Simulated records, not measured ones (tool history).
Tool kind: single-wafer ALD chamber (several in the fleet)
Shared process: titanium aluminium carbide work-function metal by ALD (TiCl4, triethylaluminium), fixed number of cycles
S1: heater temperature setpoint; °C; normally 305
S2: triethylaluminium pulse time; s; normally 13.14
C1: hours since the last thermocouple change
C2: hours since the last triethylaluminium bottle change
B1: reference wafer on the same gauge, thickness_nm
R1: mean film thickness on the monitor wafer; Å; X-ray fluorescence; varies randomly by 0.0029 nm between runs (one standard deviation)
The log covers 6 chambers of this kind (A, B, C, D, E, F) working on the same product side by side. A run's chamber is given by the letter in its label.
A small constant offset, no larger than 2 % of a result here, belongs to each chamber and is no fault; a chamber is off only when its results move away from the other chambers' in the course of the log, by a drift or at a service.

| run | day | S1 | S2 | C1 | C2 | B1 | R1 |
|---|---|---|---|---|---|---|---|
| 1A | 0.288 | 305 | 13.14 | 1392.0 | 1021.6 | 1.7193 | 20.903 |
| 2E | 0.667 | 305 | 13.14 | 1043.8 | 1417.6 | 1.7198 | 20.540 |
|  | 0.900 | chamber D: thermocouple changed; heater temperature recalibrated |
| 3F | 1.079 | 305 | 13.14 | 1068.4 | 43.5 | 1.7193 | 20.872 |
| 4C | 1.367 | 305 | 13.14 | 1366.1 | 496.8 | 1.7191 | 21.005 |
|  | 1.488 | chamber A: thermocouple changed; heater temperature recalibrated |
| 5B | 1.704 | 305 | 13.14 | 1438.3 | 397.4 | 1.7193 | 21.093 |
| 6D | 2.038 | 319 | 15.87 | 27.3 | 597.2 | 1.7185 | 22.457 |
|  | 2.275 | chamber A: triethylaluminium bottle replaced |
| 7A | 2.308 | 319 | 15.87 | 19.7 | 0.8 | 1.7184 | 22.260 |
| 8C | 2.500 | 319 | 15.87 | 1393.3 | 524.0 | 1.7179 | 22.367 |
| 9B | 2.783 | 319 | 15.87 | 1464.2 | 423.3 | 1.7179 | 22.534 |
| 10F | 3.200 | 319 | 15.87 | 1119.3 | 94.4 | 1.7176 | 22.348 |
| 11E | 3.525 | 319 | 15.87 | 1112.4 | 1486.2 | 1.7176 | 21.863 |
| 12D | 3.929 | 305 | 13.14 | 72.7 | 642.6 | 1.7167 | 20.977 |
| 13C | 4.146 | 305 | 14.71 | 1432.8 | 563.5 | 1.7168 | 21.082 |
| 14D | 4.367 | 305 | 14.71 | 83.2 | 653.1 | 1.7169 | 21.132 |
| 15A | 4.788 | 305 | 14.71 | 79.2 | 60.3 | 1.7165 | 21.028 |
| 16F | 5.008 | 305 | 14.71 | 1162.7 | 137.8 | 1.7164 | 20.937 |
| 17E | 5.308 | 305 | 14.71 | 1155.2 | 1529.0 | 1.7166 | 20.584 |
| 18B | 5.650 | 305 | 14.71 | 1533.0 | 492.1 | 1.7160 | 21.224 |
| 19B | 5.925 | 305 | 13.14 | 1539.6 | 498.7 | 1.7150 | 21.088 |
| 20F | 6.296 | 319 | 13.14 | 1193.6 | 168.7 | 1.7147 | 22.137 |
| 21D | 6.629 | 319 | 13.14 | 137.5 | 707.4 | 1.7152 | 22.278 |
| 22E | 6.917 | 319 | 13.14 | 1193.8 | 1567.6 | 1.7145 | 21.608 |
| 23A | 7.192 | 319 | 13.14 | 136.9 | 118.0 | 1.7148 | 22.139 |
| 24C | 7.408 | 319 | 13.14 | 1511.1 | 641.8 | 1.7143 | 22.174 |
| 25C | 7.804 | 319 | 13.14 | 1520.6 | 651.3 | 1.7141 | 22.166 |
| 26B | 8.088 | 305 | 13.14 | 1591.5 | 550.6 | 1.7136 | 21.090 |
| 27F | 8.429 | 305 | 13.14 | 1244.8 | 219.9 | 1.7132 | 20.846 |
| 28D | 8.662 | 305 | 13.14 | 186.3 | 756.2 | 1.7131 | 21.013 |
| 29A | 9.083 | 305 | 11.52 | 182.3 | 163.4 | 1.7124 | 20.726 |
|  | 9.229 | chamber B: triethylaluminium bottle replaced |
| 30E | 9.333 | 305 | 11.52 | 1251.8 | 1625.6 | 1.7127 | 20.198 |
| 31E | 9.746 | 305 | 11.52 | 1261.7 | 1635.5 | 1.7125 | 20.260 |
| 32C | 10.125 | 305 | 11.52 | 1576.3 | 707.0 | 1.7123 | 20.719 |
| 33A | 10.342 | 305 | 11.52 | 212.5 | 193.6 | 1.7118 | 20.690 |
|  | 10.546 | chamber D: triethylaluminium bottle replaced |
| 34D | 10.617 | 305 | 11.52 | 233.2 | 1.8 | 1.7118 | 20.786 |
| 35F | 10.858 | 305 | 13.14 | 1303.1 | 278.2 | 1.7115 | 20.814 |
| 36B | 11.112 | 305 | 13.14 | 1664.1 | 45.3 | 1.7110 | 21.024 |
| 37F | 11.471 | 305 | 13.14 | 1317.8 | 292.9 | 1.7111 | 20.799 |
| 38D | 11.700 | 305 | 13.14 | 259.2 | 27.8 | 1.7110 | 20.970 |
| 39A | 12.017 | 305 | 13.14 | 252.7 | 233.8 | 1.7107 | 20.815 |
| 40B | 12.375 | 305 | 13.14 | 1694.4 | 75.6 | 1.7099 | 20.976 |

Predict what each chamber gives when all 6 of them run the settings below next.
| 41A | 12.675 | 305 | 15.00 |  |  |  | ? |
| 41B | 12.675 | 305 | 15.00 |  |  |  | ? |
| 41C | 12.675 | 305 | 15.00 |  |  |  | ? |
| 41D | 12.675 | 305 | 15.00 |  |  |  | ? |
| 41E | 12.675 | 305 | 15.00 |  |  |  | ? |
| 41F | 12.675 | 305 | 15.00 |  |  |  | ? |

| run | R1 |
|---|---|
| 41A | 20.965 |
| 41B | 21.189 |
| 41C | 20.959 |
| 41D | 21.036 |
| 41E | 20.520 |
| 41F | 20.900 |
